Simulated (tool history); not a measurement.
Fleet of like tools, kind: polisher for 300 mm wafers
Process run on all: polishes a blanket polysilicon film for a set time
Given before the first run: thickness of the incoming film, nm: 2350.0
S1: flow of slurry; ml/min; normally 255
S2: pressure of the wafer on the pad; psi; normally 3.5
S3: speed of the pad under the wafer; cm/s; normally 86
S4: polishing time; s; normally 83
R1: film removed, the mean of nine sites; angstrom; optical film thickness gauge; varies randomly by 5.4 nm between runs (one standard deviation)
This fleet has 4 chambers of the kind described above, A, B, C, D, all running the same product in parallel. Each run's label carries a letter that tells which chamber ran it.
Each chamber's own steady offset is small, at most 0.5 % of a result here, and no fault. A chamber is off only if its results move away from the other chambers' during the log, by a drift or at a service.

run	hour	S1	S2	S3	S4	R1
1D	12.5	255	3.5	86	83	8865.2
2C	20.5	255	3.5	86	83	8983.7
# hour 30.4: chamber C: worn pad replaced by a new one
3A	31.3	255	3.5	86	83	8874.5
4B	38.6	255	3.5	86	83	8855.6
5C	49.2	255	3.5	86	83	8888.8
6A	60.8	255	3.5	86	83	8939.7
7D	71.8	255	3.5	86	83	8821.4
8B	79.8	255	3.5	86	61	6498.1
9D	86	255	3.5	86	61	6467.1
10B	97.5	255	3.5	86	61	6599.3
# hour 98.3: chamber B: worn pad replaced by a new one
11C	109.3	255	3.5	86	61	6591.9
12A	121.5	255	3.5	86	83	8822.7
# hour 125.1: chamber D: slurry nozzle cleaned
13B	131.8	255	3.5	86	83	8821.1
# hour 132: chamber A: worn pad replaced by a new one
14D	143.7	255	3.5	86	83	8772.8
15A	149.7	255	3.5	86	83	8908.7
16C	159.2	215	3.5	86	83	8666.3
# hour 165.1: chamber C: worn pad replaced by a new one
# hour 170.4: chamber C: head pressure recalibrated
17B	170.6	215	3.5	86	83	8752.7
18A	178.4	215	3.5	86	83	8749.7
19C	188.2	215	3.5	86	83	8751.3
20D	198.7	320	3.5	64	83	6458.8
21C	209.3	320	3.5	64	83	6715.4
22A	220.9	320	3.5	64	83	6735.8
# hour 222.8: chamber B: worn pad replaced by a new one
23B	227.7	320	3.5	64	83	6786.1
24D	234.6	255	3.5	86	83	8524.5
25C	241.4	255	3.5	86	83	8902.3
26D	250.5	255	3.5	86	108	10896
27A	260.5	255	3.5	86	108	11472
28B	270.7	255	3.5	86	108	11682
29D	278	255	3.5	86	108	10927
30A	287.3	255	3.5	86	83	8923.3
# hour 290.6: chamber C: worn pad replaced by a new one
31C	297.6	300	4	86	83	10356

Next, all 4 chambers run the settings below, one line each with question marks for the results. What does each chamber give?
32A	306.8	255	3.5	86	83	?
32B	306.8	255	3.5	86	83	?
32C	306.8	255	3.5	86	83	?
32D	306.8	255	3.5	86	83	?

run	R1
32A	8823.8
32B	8909.7
32C	8913.6
32D	8220.3

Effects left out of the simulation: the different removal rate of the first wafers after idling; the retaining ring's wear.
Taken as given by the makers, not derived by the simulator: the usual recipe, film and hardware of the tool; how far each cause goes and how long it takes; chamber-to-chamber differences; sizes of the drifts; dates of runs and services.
